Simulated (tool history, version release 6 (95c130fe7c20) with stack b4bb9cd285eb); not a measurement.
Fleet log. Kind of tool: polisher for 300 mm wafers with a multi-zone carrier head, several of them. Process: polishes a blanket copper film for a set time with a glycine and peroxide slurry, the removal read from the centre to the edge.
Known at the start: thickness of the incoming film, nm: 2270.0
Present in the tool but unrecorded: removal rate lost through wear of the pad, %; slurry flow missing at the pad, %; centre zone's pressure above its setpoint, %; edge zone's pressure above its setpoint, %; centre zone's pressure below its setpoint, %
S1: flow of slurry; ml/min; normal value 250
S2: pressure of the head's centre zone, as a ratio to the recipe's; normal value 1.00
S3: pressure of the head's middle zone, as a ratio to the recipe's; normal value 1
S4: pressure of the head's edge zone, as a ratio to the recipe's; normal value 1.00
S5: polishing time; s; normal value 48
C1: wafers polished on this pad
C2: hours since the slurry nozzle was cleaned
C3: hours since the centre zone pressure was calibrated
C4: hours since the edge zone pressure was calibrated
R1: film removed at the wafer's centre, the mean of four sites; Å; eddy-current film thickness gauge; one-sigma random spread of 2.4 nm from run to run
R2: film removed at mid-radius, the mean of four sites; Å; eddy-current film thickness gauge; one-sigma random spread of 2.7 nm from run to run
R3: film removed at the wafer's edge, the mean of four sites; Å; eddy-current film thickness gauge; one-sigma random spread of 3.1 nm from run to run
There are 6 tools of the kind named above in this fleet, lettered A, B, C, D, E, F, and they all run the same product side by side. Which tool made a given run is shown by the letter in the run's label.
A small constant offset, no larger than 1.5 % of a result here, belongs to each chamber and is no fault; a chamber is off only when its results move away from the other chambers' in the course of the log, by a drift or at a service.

run   hour   S1    S2  S3    S4  S5    C1     C2      C3      C4      R1      R2      R3
       6.3  -- chamber F: worn pad replaced by a new one
 1C    7.4  250  1.00   1  1.00  48   561  103.2   136.2    62.3  2295.4  2298.0  2305.6
       7.5  -- chamber E: worn pad replaced by a new one
       8.6  -- chamber F: centre zone pressure recalibrated
 2E   21.0  250  1.00   1  1.00  48   173  358.6   952.7   318.8  2314.6  2304.4  2357.1
      25.4  -- chamber D: edge zone pressure recalibrated
 3F   28.8  250  1.00   1  1.00  48   290  741.9    20.3   733.7  2295.5  2283.2  2360.2
      30.9  -- chamber B: worn pad replaced by a new one
 4D   37.9  250  1.00   1  1.00  48  1061  562.2  1125.9    12.6  2277.4  2340.9  2322.9
      43.5  -- chamber F: slurry nozzle cleaned
      45.5  -- chamber A: worn pad replaced by a new one
      47.1  -- chamber C: worn pad replaced by a new one
 5A   49.7  250  1.00   1  1.00  48    54  103.2   287.1   349.7  2273.5  2317.8  2274.7
      60.2  -- chamber D: worn pad replaced by a new one
 6B   61.8  250  1.00   1  1.00  48   398  205.9   670.2   381.0  2333.3  2304.4  2327.7
 7A   69.0  250  1.00   1  1.00  48   302  122.5   306.4   369.0  2294.1  2293.6  2321.6
 8C   82.1  250  1.00   1  1.00  48   451  177.9   210.9   137.0  2314.1  2354.7  2319.8
 9B   89.8  250  1.00   1  0.96  48   758  233.9   698.2   409.0  2298.4  2315.3  2288.2
10D  100.0  250  1.00   1  0.96  48   512  624.3  1188.0    74.7  2394.4  2291.3  2298.3
     104.6  -- chamber F: worn pad replaced by a new one
     110.7  -- chamber E: worn pad replaced by a new one
11E  114.6  250  1.00   1  0.96  48    50  452.2  1046.3   412.4  2335.2  2311.2  2270.6
12F  123.0  250  1.00   1  0.96  48   237   79.5   114.5   827.9  2307.4  2293.3  2293.3
     130.6  -- chamber C: worn pad replaced by a new one
     132.0  -- chamber B: worn pad replaced by a new one
13F  132.9  250  1.00   1  0.96  48   364   89.4   124.4   837.8  2328.5  2239.3  2270.3
     142.8  -- chamber A: worn pad replaced by a new one
14E  143.4  250  1.00   1  0.96  48   421  481.0  1075.1   441.2  2345.6  2312.0  2260.2
15A  151.8  250  1.00   1  1.00  48   116  205.3   389.2   451.8  2279.6  2317.7  2306.8
16B  164.1  250  1.00   1  1.00  48   413  308.2   772.5   483.3  2292.4  2338.0  2366.9
     164.3  -- chamber A: edge zone pressure recalibrated
     169.0  -- chamber D: worn pad replaced by a new one
17D  174.4  250  1.00   1  1.00  48    69  698.7  1262.4   149.1  2327.2  2353.0  2335.8
18C  181.6  250  0.89   1  1.00  41   657  277.4   310.4   236.5  1738.7  1967.5  2005.6
     186.1  -- chamber E: slurry nozzle cleaned
19C  192.2  250  0.89   1  1.00  41   793  288.0   321.0   247.1  1729.3  1960.1  1990.9
     197.8  -- chamber F: worn pad replaced by a new one
     200.7  -- chamber E: worn pad replaced by a new one
20A  207.2  250  0.89   1  1.00  41   829  260.7   444.6    42.9  1734.0  1993.2  1963.9
     210.4  -- chamber C: worn pad replaced by a new one
     216.4  -- chamber E: centre zone pressure recalibrated
21E  217.0  250  0.89   1  1.00  41   210   31.0     0.7   514.8  1759.4  1998.1  1930.6
     223.3  -- chamber B: worn pad replaced by a new one
22D  226.3  250  0.89   1  1.00  41   737  750.6  1314.3   201.0  1740.8  1976.3  1953.3
23F  235.6  250  0.89   1  1.00  41   486  192.1   227.1   940.5  1743.8  1943.5  1980.3
     241.3  -- chamber A: worn pad replaced by a new one
24B  243.9  250  1.00   1  1.00  48   265  388.0   852.3   563.1  2338.0  2334.5  2295.8
     246.9  -- chamber D: centre zone pressure recalibrated
25D  254.7  250  1.00   1  1.00  48  1102  779.0     7.9   229.4  2341.5  2300.3  2276.1
26A  261.4  250  1.00   1  1.00  48   259  314.9   498.8    97.1  2360.0  2346.2  2334.4
     266.1  -- chamber D: worn pad replaced by a new one
27C  274.7  250  1.00   1  1.00  48   827  370.5   403.5   329.6  2287.9  2341.4  2360.3
     285.7  -- chamber E: worn pad replaced by a new one
28F  286.7  250  1.00   1  1.00  48  1144  243.2   278.2   991.6  2301.0  2296.9  2317.4
     290.6  -- chamber F: worn pad replaced by a new one
     292.8  -- chamber C: worn pad replaced by a new one
29E  300.7  250  1.00   1  1.00  48   194  114.7    84.4   598.5  2353.3  2353.9  2298.7
30B  312.9  250  1.00   1  1.00  48  1153  457.0   921.3   632.1  2310.6  2364.0  2350.0
     322.2  -- chamber A: slurry nozzle cleaned
     326.0  -- chamber B: worn pad replaced by a new one
31B  326.9  250  1.00   1  1.00  62    11  471.0   935.3   646.1  2964.8  3058.6  2939.5
     328.3  -- chamber B: slurry nozzle cleaned
     330.3  -- chamber A: worn pad replaced by a new one
32C  334.9  250  1.00   1  1.00  62   542  430.7   463.7   389.8  2886.1  2985.5  2979.7
33A  348.5  250  1.00   1  1.00  62   234   26.4   585.9   184.2  3016.9  2988.3  2944.1
     349.8  -- chamber D: slurry nozzle cleaned
     350.0  -- chamber F: centre zone pressure recalibrated
34E  361.7  250  1.00   1  1.00  62   979  175.7   145.4   659.5  2996.3  2960.9  3015.5
35D  370.3  250  1.00   1  1.00  62  1341   20.6   123.5   345.0  2997.1  3016.9  2970.8
     378.9  -- chamber D: worn pad replaced by a new one
     380.7  -- chamber C: worn pad replaced by a new one
36F  383.5  250  1.00   1  1.00  62  1196  340.0    33.6  1088.4  3033.7  2947.8  3032.6
     387.1  -- chamber E: worn pad replaced by a new one
     392.4  -- chamber B: edge zone pressure recalibrated
37F  397.4  250  1.00   1  1.00  48  1375  353.9    47.5  1102.3  2304.4  2224.0  2350.4
     398.2  -- chamber F: worn pad replaced by a new one
38D  405.3  200  1.00   1  1.00  56   340   55.6   158.5   380.0  2662.3  2714.4  2694.2
     406.9  -- chamber B: centre zone pressure recalibrated
39B  412.5  200  1.00   1  1.00  56  1113   84.2     5.7    20.1  2607.8  2587.6  2646.5
     418.3  -- chamber A: worn pad replaced by a new one
40E  422.2  200  1.00   1  1.00  56   452  236.2   205.9   720.0  2606.0  2610.9  2616.5
41A  433.8  200  1.00   1  1.00  56   199  111.7   671.2   269.5  2677.1  2633.1  2660.5
42C  445.9  200  1.00   1  1.00  56   839  541.7   574.7   500.8  2567.2  2636.4  2612.9
43F  452.8  200  1.00   1  1.00  56   703  409.3   102.9  1157.7  2617.2  2548.4  2623.9

All 6 chambers run these settings next. Forecast each chamber's results:
44A  463.8  250  1.00   1  1.00  48                   ?   ?   ?
44B  463.8  250  1.00   1  1.00  48                   ?   ?   ?
44C  463.8  250  1.00   1  1.00  48                   ?   ?   ?
44D  463.8  250  1.00   1  1.00  48                   ?   ?   ?
44E  463.8  250  1.00   1  1.00  48                   ?   ?   ?
44F  463.8  250  1.00   1  1.00  48                   ?   ?   ?

run      R1      R2      R3
44A  2302.6  2319.9  2293.6
44B  2312.6  2342.8  2319.9
44C  2276.1  2251.0  2337.3
44D  2284.3  2319.1  2278.4
44E  2325.1  2320.1  2310.2
44F  2327.6  2332.7  2305.7

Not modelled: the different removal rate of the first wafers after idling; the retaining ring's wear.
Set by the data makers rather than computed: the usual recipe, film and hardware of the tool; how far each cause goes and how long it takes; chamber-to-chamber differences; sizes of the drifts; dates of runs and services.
